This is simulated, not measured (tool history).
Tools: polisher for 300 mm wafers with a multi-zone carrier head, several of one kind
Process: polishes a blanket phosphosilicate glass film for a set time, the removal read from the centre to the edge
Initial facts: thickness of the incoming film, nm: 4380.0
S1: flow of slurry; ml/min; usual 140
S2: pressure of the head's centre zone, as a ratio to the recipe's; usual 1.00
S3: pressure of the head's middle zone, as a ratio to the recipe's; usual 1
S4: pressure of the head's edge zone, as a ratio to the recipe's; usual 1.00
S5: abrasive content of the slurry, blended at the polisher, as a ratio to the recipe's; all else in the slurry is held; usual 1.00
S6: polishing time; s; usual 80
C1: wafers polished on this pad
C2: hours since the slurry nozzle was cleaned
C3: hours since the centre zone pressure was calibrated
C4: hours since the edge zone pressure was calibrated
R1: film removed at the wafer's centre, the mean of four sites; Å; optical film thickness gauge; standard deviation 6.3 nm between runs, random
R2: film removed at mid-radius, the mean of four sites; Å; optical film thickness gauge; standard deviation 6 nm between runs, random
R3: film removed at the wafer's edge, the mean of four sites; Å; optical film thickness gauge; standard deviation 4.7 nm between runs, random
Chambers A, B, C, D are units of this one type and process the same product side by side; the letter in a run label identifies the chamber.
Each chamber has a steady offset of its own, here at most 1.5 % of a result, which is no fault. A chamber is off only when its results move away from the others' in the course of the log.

-- hour=0.1 chamber A: worn pad replaced by a new one
run 1B hour=8.1 | S1=140 S2=1.00 S3=1 S4=1.00 S5=1.00 S6=80 | C1=1084 C2=76.9 C3=476.4 C4=939.0 | R1=4728.4 R2=4820.2 R3=4769.3
-- hour=11.1 chamber B: worn pad replaced by a new one
run 2D hour=13.5 | S1=140 S2=1.00 S3=1 S4=1.00 S5=1.00 S6=80 | C1=130 C2=104.3 C3=501.8 C4=93.6 | R1=4686.7 R2=4815.5 R3=4799.8
run 3C hour=20.8 | S1=140 S2=1.00 S3=1 S4=1.00 S5=1.00 S6=80 | C1=535 C2=303.0 C3=323.1 C4=651.0 | R1=4780.7 R2=4754.2 R3=4767.0
run 4A hour=24.7 | S1=140 S2=1.00 S3=1 S4=1.00 S5=1.00 S6=80 | C1=187 C2=37.6 C3=596.4 C4=36.3 | R1=4844.4 R2=4787.9 R3=4799.6
run 5C hour=30.6 | S1=140 S2=1.00 S3=1 S4=1.00 S5=1.00 S6=80 | C1=610 C2=312.8 C3=332.9 C4=660.8 | R1=4745.1 R2=4645.5 R3=4721.3
run 6D hour=37.3 | S1=140 S2=1.00 S3=1 S4=1.00 S5=1.00 S6=80 | C1=311 C2=128.1 C3=525.6 C4=117.4 | R1=4724.8 R2=4786.9 R3=4683.8
run 7B hour=42.1 | S1=140 S2=1.00 S3=1 S4=1.00 S5=1.00 S6=80 | C1=235 C2=110.9 C3=510.4 C4=973.0 | R1=4776.4 R2=4805.7 R3=4765.3
run 8A hour=46.1 | S1=140 S2=1.00 S3=1 S4=1.00 S5=1.00 S6=80 | C1=349 C2=59.0 C3=617.8 C4=57.7 | R1=4834.2 R2=4825.2 R3=4865.4
run 9B hour=51.0 | S1=140 S2=1.00 S3=1 S4=1.00 S5=1.00 S6=80 | C1=303 C2=119.8 C3=519.3 C4=981.9 | R1=4767.8 R2=4706.9 R3=4710.5
run 10C hour=55.3 | S1=140 S2=1.00 S3=1 S4=1.00 S5=1.00 S6=80 | C1=797 C2=337.5 C3=357.6 C4=685.5 | R1=4770.8 R2=4573.6 R3=4856.4
run 11A hour=61.4 | S1=140 S2=0.92 S3=1 S4=1.00 S5=0.85 S6=80 | C1=465 C2=74.3 C3=633.1 C4=73.0 | R1=4085.4 R2=4376.6 R3=4446.8
run 12D hour=69.9 | S1=140 S2=0.92 S3=1 S4=1.00 S5=0.85 S6=80 | C1=558 C2=160.7 C3=558.2 C4=150.0 | R1=4004.7 R2=4392.3 R3=4386.4
run 13A hour=78.6 | S1=140 S2=0.92 S3=1 S4=1.00 S5=0.85 S6=80 | C1=596 C2=91.5 C3=650.3 C4=90.2 | R1=4058.8 R2=4280.0 R3=4481.6
run 14C hour=83.7 | S1=140 S2=0.92 S3=1 S4=1.00 S5=0.85 S6=80 | C1=1012 C2=365.9 C3=386.0 C4=713.9 | R1=4007.4 R2=4289.7 R3=4384.9
-- hour=88.3 chamber D: worn pad replaced by a new one
run 15B hour=90.6 | S1=140 S2=1.00 S3=1 S4=1.00 S5=1.00 S6=80 | C1=603 C2=159.4 C3=558.9 C4=1021.5 | R1=4723.2 R2=4672.9 R3=4822.4
run 16D hour=99.4 | S1=140 S2=1.00 S3=1 S4=1.00 S5=1.00 S6=80 | C1=84 C2=190.2 C3=587.7 C4=179.5 | R1=4758.0 R2=4878.6 R3=4725.3
run 17D hour=106.7 | S1=140 S2=1.00 S3=1 S4=1.00 S5=1.00 S6=80 | C1=139 C2=197.5 C3=595.0 C4=186.8 | R1=4833.9 R2=4781.9 R3=4691.8
-- hour=109.5 chamber C: worn pad replaced by a new one
run 18A hour=112.4 | S1=140 S2=1.00 S3=1 S4=1.00 S5=1.00 S6=80 | C1=852 C2=125.3 C3=684.1 C4=124.0 | R1=4797.8 R2=4791.9 R3=4681.7
run 19B hour=117.7 | S1=140 S2=1.00 S3=1 S4=1.00 S5=1.00 S6=80 | C1=808 C2=186.5 C3=586.0 C4=1048.6 | R1=4892.3 R2=4814.6 R3=4746.8
-- hour=118.4 chamber D: slurry nozzle cleaned
run 20C hour=123.1 | S1=140 S2=1.00 S3=1 S4=1.00 S5=1.00 S6=80 | C1=103 C2=405.3 C3=425.4 C4=753.3 | R1=4614.2 R2=4608.1 R3=4758.9
run 21A hour=132.0 | S1=140 S2=1.00 S3=1 S4=1.08 S5=1.00 S6=80 | C1=1001 C2=144.9 C3=703.7 C4=143.6 | R1=4776.9 R2=4740.4 R3=5036.6
-- hour=132.7 chamber A: worn pad replaced by a new one
-- hour=135.5 chamber B: edge zone pressure recalibrated
run 22D hour=138.8 | S1=140 S2=1.00 S3=1 S4=1.08 S5=1.00 S6=80 | C1=383 C2=20.4 C3=627.1 C4=218.9 | R1=4795.7 R2=4839.4 R3=4840.6
-- hour=140.0 chamber B: worn pad replaced by a new one
run 23B hour=145.6 | S1=140 S2=1.00 S3=1 S4=1.08 S5=1.00 S6=80 | C1=42 C2=214.4 C3=613.9 C4=10.1 | R1=4736.9 R2=4722.0 R3=5029.9
run 24C hour=150.8 | S1=140 S2=1.00 S3=1 S4=1.08 S5=1.00 S6=80 | C1=313 C2=433.0 C3=453.1 C4=781.0 | R1=4608.6 R2=4596.5 R3=4978.8
run 25B hour=158.1 | S1=140 S2=1.04 S3=1 S4=1.00 S5=1.00 S6=80 | C1=137 C2=226.9 C3=626.4 C4=22.6 | R1=5023.5 R2=4795.3 R3=4779.0
run 26A hour=167.3 | S1=140 S2=1.04 S3=1 S4=1.00 S5=1.00 S6=80 | C1=262 C2=180.2 C3=739.0 C4=178.9 | R1=5033.9 R2=4736.9 R3=4801.2
-- hour=173.1 chamber B: slurry nozzle cleaned
run 27C hour=173.1 | S1=140 S2=1.04 S3=1 S4=1.00 S5=1.00 S6=80 | C1=482 C2=455.3 C3=475.4 C4=803.3 | R1=4832.6 R2=4602.8 R3=4631.7
run 28D hour=179.6 | S1=140 S2=1.04 S3=1 S4=1.00 S5=1.00 S6=80 | C1=692 C2=61.2 C3=667.9 C4=259.7 | R1=4997.7 R2=4757.8 R3=4698.5
run 29D hour=184.8 | S1=140 S2=1.00 S3=1 S4=1.00 S5=1.00 S6=80 | C1=732 C2=66.4 C3=673.1 C4=264.9 | R1=4690.7 R2=4755.9 R3=4774.3
-- hour=188.1 chamber D: worn pad replaced by a new one
run 30B hour=189.2 | S1=140 S2=1.00 S3=1 S4=1.00 S5=1.00 S6=80 | C1=373 C2=16.2 C3=657.5 C4=53.7 | R1=4726.3 R2=4789.0 R3=4728.7
run 31C hour=194.4 | S1=140 S2=1.12 S3=1 S4=1.00 S5=1.00 S6=80 | C1=644 C2=476.6 C3=496.7 C4=824.6 | R1=5155.8 R2=4488.9 R3=4633.4
run 32A hour=201.1 | S1=140 S2=1.12 S3=1 S4=1.00 S5=1.00 S6=80 | C1=519 C2=214.0 C3=772.8 C4=212.7 | R1=5377.3 R2=4693.5 R3=4860.1
run 33B hour=208.1 | S1=140 S2=1.12 S3=1 S4=1.00 S5=1.00 S6=80 | C1=516 C2=35.1 C3=676.4 C4=72.6 | R1=5305.0 R2=4674.3 R3=4690.6
run 34C hour=212.7 | S1=140 S2=1.12 S3=1 S4=1.00 S5=1.00 S6=80 | C1=783 C2=494.9 C3=515.0 C4=842.9 | R1=5015.1 R2=4424.5 R3=4562.9
run 35D hour=219.4 | S1=140 S2=1.00 S3=1 S4=1.00 S5=1.00 S6=80 | C1=237 C2=101.0 C3=707.7 C4=299.5 | R1=4843.5 R2=4776.0 R3=4743.4
run 36A hour=227.7 | S1=140 S2=1.00 S3=1 S4=1.00 S5=1.00 S6=80 | C1=720 C2=240.6 C3=799.4 C4=239.3 | R1=4656.8 R2=4735.5 R3=4815.8
run 37C hour=232.4 | S1=100 S2=1.11 S3=1 S4=1.00 S5=1.00 S6=80 | C1=932 C2=514.6 C3=534.7 C4=862.6 | R1=4381.3 R2=3999.5 R3=4329.8
run 38B hour=239.1 | S1=100 S2=1.11 S3=1 S4=1.00 S5=1.00 S6=80 | C1=751 C2=66.1 C3=707.4 C4=103.6 | R1=4852.8 R2=4367.1 R3=4477.7
-- hour=240.5 chamber C: worn pad replaced by a new one
run 39A hour=245.5 | S1=100 S2=1.11 S3=1 S4=1.00 S5=1.00 S6=80 | C1=855 C2=258.4 C3=817.2 C4=257.1 | R1=4776.1 R2=4481.2 R3=4531.9
run 40D hour=252.0 | S1=100 S2=1.11 S3=1 S4=1.00 S5=1.00 S6=80 | C1=484 C2=133.6 C3=740.3 C4=332.1 | R1=4803.1 R2=4387.8 R3=4399.5
run 41A hour=258.3 | S1=155 S2=1.00 S3=1 S4=1.00 S5=0.75 S6=80 | C1=952 C2=271.2 C3=830.0 C4=269.9 | R1=4288.2 R2=4258.3 R3=4198.9
run 42C hour=263.1 | S1=155 S2=1.00 S3=1 S4=1.00 S5=0.75 S6=80 | C1=172 C2=545.3 C3=565.4 C4=893.3 | R1=4029.4 R2=3916.9 R3=4034.7
run 43B hour=267.8 | S1=155 S2=1.00 S3=1 S4=1.00 S5=0.75 S6=80 | C1=969 C2=94.8 C3=736.1 C4=132.3 | R1=4251.9 R2=4196.4 R3=4274.1

Does one chamber stand apart from the rest, does the shared gauge drift, or is all well apart from small per-chamber offsets? Give the chamber and the most likely cause, where there is one.

One chamber, C, drifts off from the rest bit by bit.
What lies behind it: slurry flow missing at the pad, % = 27.9.

Which of the 4 candidates below, each the usual settings with something changed and its results left as question marks, puts chamber C back in line with what the other chambers give on the usual settings?
To be in line, a result may differ from the other chambers' mean on the usual settings by at most: R1 220.0 Å; R2 210.0 Å; R3 160.0 Å
run 44C-1 hour=274.4 | S1=135 S2=0.99 S3=0.97 S4=1.02 S5=1.00 S6=77 | R1=? R2=? R3=?
run 44C-2 hour=274.4 | S1=150 S2=1.02 S3=1.03 S4=0.98 S5=1.00 S6=84 | R1=? R2=? R3=?
run 44C-3 hour=274.4 | S1=125 S2=0.97 S3=0.93 S4=1.05 S5=0.95 S6=73 | R1=? R2=? R3=?
run 44C-4 hour=274.4 | S1=155 S2=1.03 S3=1.07 S4=0.95 S5=1.05 S6=87 | R1=? R2=? R3=?

The other chambers' mean on the usual settings: R1 4740.3 Å; R2 4768.2 Å; R3 4754.1 Å
run=44C-1 R1=4148.5 R2=4042.0 R3=4375.1
run=44C-2 R1=4837.8 R2=4792.9 R3=4762.1
run=44C-3 R1=3656.0 R2=3521.3 R3=4054.1
run=44C-4 R1=5228.2 R2=5297.7 R3=4986.7
44C-2 is the one that brings the chamber's results back in line with the other chambers.

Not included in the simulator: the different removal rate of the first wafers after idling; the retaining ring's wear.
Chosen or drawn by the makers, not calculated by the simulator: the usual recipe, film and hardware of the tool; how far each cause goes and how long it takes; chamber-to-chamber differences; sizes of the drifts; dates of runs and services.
